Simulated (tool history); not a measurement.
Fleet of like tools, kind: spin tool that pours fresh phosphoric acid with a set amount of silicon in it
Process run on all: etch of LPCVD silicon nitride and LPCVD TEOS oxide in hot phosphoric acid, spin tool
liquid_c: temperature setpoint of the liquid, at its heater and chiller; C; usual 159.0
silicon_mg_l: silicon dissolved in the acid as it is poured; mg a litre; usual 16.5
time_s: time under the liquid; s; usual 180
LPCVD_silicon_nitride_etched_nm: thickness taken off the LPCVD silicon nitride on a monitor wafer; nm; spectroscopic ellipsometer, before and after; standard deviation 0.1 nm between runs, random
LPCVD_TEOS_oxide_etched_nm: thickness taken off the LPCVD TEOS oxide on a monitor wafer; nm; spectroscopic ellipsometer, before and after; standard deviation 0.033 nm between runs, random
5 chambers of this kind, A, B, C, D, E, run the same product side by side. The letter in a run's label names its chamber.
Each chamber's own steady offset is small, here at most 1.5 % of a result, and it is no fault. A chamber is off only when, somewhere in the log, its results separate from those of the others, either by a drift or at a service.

run,hour,liquid_c,silicon_mg_l,time_s,hours since the thermometer was replaced,hours since the dissolved silicon flow meter was replaced,hours since the heated supply line was repaired,"read-back film thickness of the LPCVD silicon nitride reference wafer, read on the same gauge (nm)","read-back film thickness of the LPCVD TEOS oxide reference wafer, read on the same gauge (nm)",LPCVD_silicon_nitride_etched_nm,LPCVD_TEOS_oxide_etched_nm
1A,7.9,159.0,16.5,180,1058.2,799.8,225.9,100.030,80.004,15.809,0.63274
2C,15.8,159.0,16.5,180,1617.6,146.4,562.4,100.020,80.023,15.999,0.62702
3E,21.9,159.0,16.5,180,54.0,1134.6,1231.4,100.000,79.991,15.763,0.61811
# hour 28.3: chamber B: heated supply line repaired
4D,28.9,159.0,16.5,180,1118.8,2101.0,605.5,99.997,79.974,15.669,0.64055
5B,35.3,159.0,16.5,180,92.1,320.4,7.0,100.010,79.994,15.923,0.60704
6D,43.4,159.0,16.5,180,1133.3,2115.5,620.0,100.050,80.033,15.864,0.63981
7B,47.5,159.0,16.5,180,104.3,332.6,19.2,100.030,79.988,15.878,0.62294
8C,52.4,159.0,16.5,180,1654.2,183.0,599.0,99.984,80.046,16.041,0.70741
9A,57.6,159.0,16.5,180,1107.9,849.5,275.6,99.995,79.976,15.832,0.66605
10E,62.5,159.0,16.5,180,94.6,1175.2,1272.0,99.999,79.968,15.729,0.64123
11D,68.6,159.0,16.5,180,1158.5,2140.7,645.2,99.985,80.043,15.738,0.64411
12B,76.4,159.0,16.5,180,133.2,361.5,48.1,99.993,79.998,15.818,0.61230
13C,80.6,159.0,16.5,180,1682.4,211.2,627.2,99.957,79.978,15.596,0.60514
14A,85.0,159.0,16.5,180,1135.3,876.9,303.0,99.992,80.053,15.649,0.64413
15E,90.7,159.0,16.5,180,122.8,1203.4,1300.2,100.010,80.035,15.658,0.64703
16D,99.8,159.0,16.5,180,1189.7,2171.9,676.4,100.030,79.999,15.667,0.64888
17B,105.5,159.0,16.5,180,162.3,390.6,77.2,99.967,79.956,15.630,0.56891
18E,113.4,159.0,16.5,180,145.5,1226.1,1322.9,99.986,80.016,15.820,0.65663
19C,119.1,159.0,16.5,180,1720.9,249.7,665.7,100.020,80.015,15.658,0.63558
20A,125.9,159.0,16.5,180,1176.2,917.8,343.9,100.010,80.028,15.852,0.59440
21A,130.5,159.0,16.5,180,1180.8,922.4,348.5,100.040,79.975,15.708,0.56088
22C,136.1,159.0,16.5,180,1737.9,266.7,682.7,99.991,79.993,15.968,0.67334
23B,143.1,159.0,16.5,180,199.9,428.2,114.8,100.000,79.987,15.900,0.65291
24E,148.6,156.5,21.5,180,180.7,1261.3,1358.1,99.981,80.014,14.359,0.46186
25D,152.7,156.5,21.5,180,1242.6,2224.8,729.3,99.992,79.995,14.302,0.48146
26C,161.2,156.5,21.5,180,1763.0,291.8,707.8,99.963,79.982,14.656,0.46331
27B,167.2,156.5,21.5,180,224.0,452.3,138.9,100.010,80.002,14.343,0.43903
28E,173.5,156.5,21.5,180,205.6,1286.2,1383.0,99.984,80.015,14.264,0.45122
29A,182.4,159.0,25.5,135,1232.7,974.3,400.4,100.030,80.023,11.769,0.34628
30D,189.5,159.0,25.5,135,1279.4,2261.6,766.1,100.020,79.980,11.838,0.36171
31E,198.1,159.0,25.5,135,230.2,1310.8,1407.6,100.020,79.995,11.646,0.35632
32B,206.6,159.0,25.5,135,263.4,491.7,178.3,99.966,80.022,11.803,0.34837
33D,210.6,159.0,25.5,135,1300.5,2282.7,787.2,100.020,80.014,11.757,0.33544
34C,217.8,159.0,16.5,180,1819.6,348.4,764.4,100.060,80.027,15.693,0.56131
35A,226.1,159.0,16.5,180,1276.4,1018.0,444.1,100.000,79.978,15.765,0.61184
36B,233.3,159.0,20.5,180,290.1,518.4,205.0,99.997,80.003,15.815,0.55342
37C,239.5,159.0,20.5,180,1841.3,370.1,786.1,99.985,79.968,15.668,0.53181
38D,244.0,159.0,20.5,180,1333.9,2316.1,820.6,100.000,80.015,15.795,0.56900
39A,251.4,159.0,20.5,180,1301.7,1043.3,469.4,99.956,79.986,15.597,0.56186

All chambers now run identical settings, listed one chamber a line with results as question marks. What results will each chamber show?
40A,257.9,159.0,16.5,180,,,,,,?,?
40B,257.9,159.0,16.5,180,,,,,,?,?
40C,257.9,159.0,16.5,180,,,,,,?,?
40D,257.9,159.0,16.5,180,,,,,,?,?
40E,257.9,159.0,16.5,180,,,,,,?,?

run,LPCVD_silicon_nitride_etched_nm,LPCVD_TEOS_oxide_etched_nm
40A,15.794,0.62176
40B,15.601,0.63783
40C,16.032,0.64757
40D,15.569,0.62783
40E,15.598,0.64914
